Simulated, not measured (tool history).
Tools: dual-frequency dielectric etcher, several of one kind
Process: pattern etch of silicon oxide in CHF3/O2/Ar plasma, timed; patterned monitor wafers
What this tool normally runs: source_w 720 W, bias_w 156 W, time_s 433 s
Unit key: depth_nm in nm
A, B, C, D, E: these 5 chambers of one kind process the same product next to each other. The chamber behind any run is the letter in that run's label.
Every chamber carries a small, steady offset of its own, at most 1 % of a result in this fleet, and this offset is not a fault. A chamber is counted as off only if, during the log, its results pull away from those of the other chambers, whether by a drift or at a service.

run	hour	source_w	bias_w	time_s	read-back reference wafer on the same gauge, depth_nm	depth_nm
1D	10.2	720	156	433	860.91	880.19
2B	19.1	720	156	433	860.72	877.99
3E	31.4	720	156	433	860.79	880.05
4A	39.1	720	156	433	860.67	881.93
5C	46.0	720	156	433	860.73	868.19
6A	60.3	720	156	330	859.83	672.21
7D	67.2	720	156	330	860.19	668.75
8B	78.5	720	156	330	859.66	668.68
# hour 78.6: chamber C: wet clean of the chamber
9C	91.3	720	156	330	860.13	661.82
10E	101.6	720	156	330	859.72	670.01
11B	108.5	720	156	433	859.54	875.86
12C	120.5	870	187	433	859.53	991.58
13A	129.2	870	187	433	859.44	1004.10
14D	140.1	870	187	433	859.10	1002.30
# hour 144.5: chamber B: bias power generator calibrated
15E	148.7	870	187	433	859.09	1003.40
16E	164.0	870	187	433	858.61	1002.90
17A	175.7	820	156	369	858.89	788.50
18D	184.1	820	156	369	858.67	785.22
# hour 189.9: chamber E: wet clean of the chamber
19B	195.0	820	156	369	858.64	782.45
# hour 206.0: chamber A: wet clean of the chamber
20C	209.2	820	156	369	858.24	775.12
21A	224.4	820	156	369	857.75	787.45
# hour 231.4: chamber C: source power generator calibrated
22C	236.7	720	156	433	857.58	865.53
23E	249.1	720	156	433	857.87	877.84
24D	257.6	720	156	433	857.49	875.44
25B	265.7	720	131	485	857.57	926.97
26D	279.7	720	131	485	857.04	929.66
27B	287.3	720	131	485	857.58	926.03
28E	297.7	720	131	485	857.05	929.50
29A	309.6	720	131	485	856.64	932.40
# hour 315.3: chamber D: wet clean of the chamber
30C	322.6	720	156	433	856.78	862.77
31A	336.5	720	156	433	856.19	877.49
32D	345.2	720	156	433	856.55	875.23
33E	352.8	720	156	433	856.22	875.27
34C	363.4	720	156	433	856.32	861.60
35B	375.2	720	156	433	856.01	872.37
36D	390.0	720	156	433	855.93	877.21

Is one chamber out of step, is the gauge drifting, or do the chambers differ by no more than their own small offsets? For an off chamber, give its letter and the likeliest cause.

None of the chambers is off. What moves is the gauge, dragging all their readings along together.
What lies behind it: gauge reads low (%) = 0.627.
